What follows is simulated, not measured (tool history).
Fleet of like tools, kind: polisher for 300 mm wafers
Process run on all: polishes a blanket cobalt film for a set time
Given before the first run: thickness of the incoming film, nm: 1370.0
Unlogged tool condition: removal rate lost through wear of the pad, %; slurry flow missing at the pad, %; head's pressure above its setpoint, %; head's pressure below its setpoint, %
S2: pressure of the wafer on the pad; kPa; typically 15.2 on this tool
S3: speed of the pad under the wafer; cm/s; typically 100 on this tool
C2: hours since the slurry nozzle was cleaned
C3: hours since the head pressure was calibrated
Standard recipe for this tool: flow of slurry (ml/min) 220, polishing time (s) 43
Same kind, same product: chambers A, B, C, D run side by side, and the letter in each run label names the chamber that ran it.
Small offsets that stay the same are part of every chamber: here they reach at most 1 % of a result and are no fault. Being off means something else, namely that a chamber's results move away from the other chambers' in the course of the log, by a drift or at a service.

-- hour=1.2 chamber B: worn pad replaced by a new one
run 1A hour=7.2 | flow_of_slurry_(ml/min)=220 S2=15.2 S3=100 polishing_time_(s)=43 | wafers_polished_on_this_pad=781 C2=169.8 C3=93.9 | film_removed_(angstrom)=2841.5
run 2B hour=13.8 | flow_of_slurry_(ml/min)=220 S2=15.2 S3=100 polishing_time_(s)=43 | wafers_polished_on_this_pad=157 C2=218.6 C3=1079.3 | film_removed_(angstrom)=2834.9
-- hour=19.3 chamber A: worn pad replaced by a new one
run 3C hour=19.4 | flow_of_slurry_(ml/min)=220 S2=15.2 S3=100 polishing_time_(s)=43 | wafers_polished_on_this_pad=516 C2=97.5 C3=284.3 | film_removed_(angstrom)=2888.3
-- hour=24.2 chamber C: worn pad replaced by a new one
run 4D hour=25.9 | flow_of_slurry_(ml/min)=220 S2=15.2 S3=100 polishing_time_(s)=43 | wafers_polished_on_this_pad=1417 C2=120.4 C3=808.4 | film_removed_(angstrom)=2875.8
-- hour=32.5 chamber D: worn pad replaced by a new one
run 5A hour=35.1 | flow_of_slurry_(ml/min)=220 S2=15.2 S3=100 polishing_time_(s)=55 | wafers_polished_on_this_pad=197 C2=197.7 C3=121.8 | film_removed_(angstrom)=3633.9
run 6B hour=42.4 | flow_of_slurry_(ml/min)=220 S2=15.2 S3=100 polishing_time_(s)=55 | wafers_polished_on_this_pad=514 C2=247.2 C3=1107.9 | film_removed_(angstrom)=3622.2
run 7C hour=47.4 | flow_of_slurry_(ml/min)=220 S2=15.2 S3=100 polishing_time_(s)=55 | wafers_polished_on_this_pad=290 C2=125.5 C3=312.3 | film_removed_(angstrom)=3716.3
run 8D hour=52.7 | flow_of_slurry_(ml/min)=220 S2=15.2 S3=100 polishing_time_(s)=55 | wafers_polished_on_this_pad=252 C2=147.2 C3=835.2 | film_removed_(angstrom)=3712.7
run 9A hour=59.2 | flow_of_slurry_(ml/min)=220 S2=15.2 S3=100 polishing_time_(s)=43 | wafers_polished_on_this_pad=498 C2=221.8 C3=145.9 | film_removed_(angstrom)=2856.9
run 10C hour=64.7 | flow_of_slurry_(ml/min)=220 S2=15.2 S3=100 polishing_time_(s)=43 | wafers_polished_on_this_pad=506 C2=142.8 C3=329.6 | film_removed_(angstrom)=2836.3
run 11D hour=71.9 | flow_of_slurry_(ml/min)=220 S2=15.2 S3=100 polishing_time_(s)=43 | wafers_polished_on_this_pad=492 C2=166.4 C3=854.4 | film_removed_(angstrom)=2878.7
-- hour=72.2 chamber C: worn pad replaced by a new one
-- hour=76.7 chamber A: worn pad replaced by a new one
run 12B hour=79.7 | flow_of_slurry_(ml/min)=220 S2=15.2 S3=100 polishing_time_(s)=43 | wafers_polished_on_this_pad=980 C2=284.5 C3=1145.2 | film_removed_(angstrom)=2837.2
run 13A hour=85.1 | flow_of_slurry_(ml/min)=220 S2=15.2 S3=82 polishing_time_(s)=43 | wafers_polished_on_this_pad=105 C2=247.7 C3=171.8 | film_removed_(angstrom)=2350.9
run 14D hour=95.3 | flow_of_slurry_(ml/min)=220 S2=15.2 S3=82 polishing_time_(s)=43 | wafers_polished_on_this_pad=784 C2=189.8 C3=877.8 | film_removed_(angstrom)=2354.7
-- hour=97.4 chamber C: head pressure recalibrated
run 15B hour=102.6 | flow_of_slurry_(ml/min)=220 S2=15.2 S3=82 polishing_time_(s)=43 | wafers_polished_on_this_pad=1266 C2=307.4 C3=1168.1 | film_removed_(angstrom)=2344.4
run 16C hour=109.6 | flow_of_slurry_(ml/min)=220 S2=15.2 S3=82 polishing_time_(s)=43 | wafers_polished_on_this_pad=467 C2=187.7 C3=12.2 | film_removed_(angstrom)=2348.5
-- hour=114.8 chamber C: worn pad replaced by a new one
run 17D hour=116.8 | flow_of_slurry_(ml/min)=220 S2=15.2 S3=100 polishing_time_(s)=43 | wafers_polished_on_this_pad=1052 C2=211.3 C3=899.3 | film_removed_(angstrom)=2804.2
-- hour=118.5 chamber B: worn pad replaced by a new one
run 18B hour=122.7 | flow_of_slurry_(ml/min)=220 S2=15.2 S3=100 polishing_time_(s)=43 | wafers_polished_on_this_pad=53 C2=327.5 C3=1188.2 | film_removed_(angstrom)=2882.5
run 19A hour=132.0 | flow_of_slurry_(ml/min)=220 S2=15.2 S3=100 polishing_time_(s)=43 | wafers_polished_on_this_pad=690 C2=294.6 C3=218.7 | film_removed_(angstrom)=2841.6
-- hour=135.2 chamber A: worn pad replaced by a new one
run 20C hour=139.3 | flow_of_slurry_(ml/min)=220 S2=15.2 S3=114 polishing_time_(s)=43 | wafers_polished_on_this_pad=307 C2=217.4 C3=41.9 | film_removed_(angstrom)=3261.9
-- hour=142.6 chamber A: slurry nozzle cleaned
run 21B hour=147.1 | flow_of_slurry_(ml/min)=220 S2=15.2 S3=114 polishing_time_(s)=43 | wafers_polished_on_this_pad=358 C2=351.9 C3=1212.6 | film_removed_(angstrom)=3240.6
-- hour=147.2 chamber D: worn pad replaced by a new one
-- hour=152.7 chamber C: worn pad replaced by a new one
run 22C hour=153.7 | flow_of_slurry_(ml/min)=220 S2=15.2 S3=114 polishing_time_(s)=43 | wafers_polished_on_this_pad=12 C2=231.8 C3=56.3 | film_removed_(angstrom)=3260.7
-- hour=156.9 chamber B: head pressure recalibrated
run 23D hour=161.2 | flow_of_slurry_(ml/min)=220 S2=15.2 S3=114 polishing_time_(s)=43 | wafers_polished_on_this_pad=174 C2=255.7 C3=943.7 | film_removed_(angstrom)=3322.9
run 24A hour=170.6 | flow_of_slurry_(ml/min)=220 S2=15.2 S3=100 polishing_time_(s)=43 | wafers_polished_on_this_pad=442 C2=28.0 C3=257.3 | film_removed_(angstrom)=2858.3
run 25C hour=180.2 | flow_of_slurry_(ml/min)=220 S2=15.2 S3=100 polishing_time_(s)=43 | wafers_polished_on_this_pad=343 C2=258.3 C3=82.8 | film_removed_(angstrom)=2860.4
run 26D hour=185.7 | flow_of_slurry_(ml/min)=220 S2=15.2 S3=100 polishing_time_(s)=43 | wafers_polished_on_this_pad=480 C2=280.2 C3=968.2 | film_removed_(angstrom)=2884.2
run 27B hour=193.2 | flow_of_slurry_(ml/min)=220 S2=15.2 S3=100 polishing_time_(s)=43 | wafers_polished_on_this_pad=933 C2=398.0 C3=36.4 | film_removed_(angstrom)=2824.4
-- hour=193.4 chamber C: worn pad replaced by a new one
run 28A hour=203.0 | flow_of_slurry_(ml/min)=220 S2=15.2 S3=100 polishing_time_(s)=43 | wafers_polished_on_this_pad=846 C2=60.4 C3=289.7 | film_removed_(angstrom)=2878.0
run 29B hour=211.5 | flow_of_slurry_(ml/min)=295 S2=15.2 S3=100 polishing_time_(s)=43 | wafers_polished_on_this_pad=1162 C2=416.3 C3=54.7 | film_removed_(angstrom)=2940.7
run 30C hour=219.3 | flow_of_slurry_(ml/min)=295 S2=15.2 S3=100 polishing_time_(s)=43 | wafers_polished_on_this_pad=323 C2=297.4 C3=121.9 | film_removed_(angstrom)=2922.0

Has any chamber moved away from the others, gradually or after a service, or does the common gauge drift, or do the chambers differ only by their own small steady offsets? State the chamber and the most likely cause if one applies.

No chamber stands off beyond its own small offset, and the gauge holds steady.

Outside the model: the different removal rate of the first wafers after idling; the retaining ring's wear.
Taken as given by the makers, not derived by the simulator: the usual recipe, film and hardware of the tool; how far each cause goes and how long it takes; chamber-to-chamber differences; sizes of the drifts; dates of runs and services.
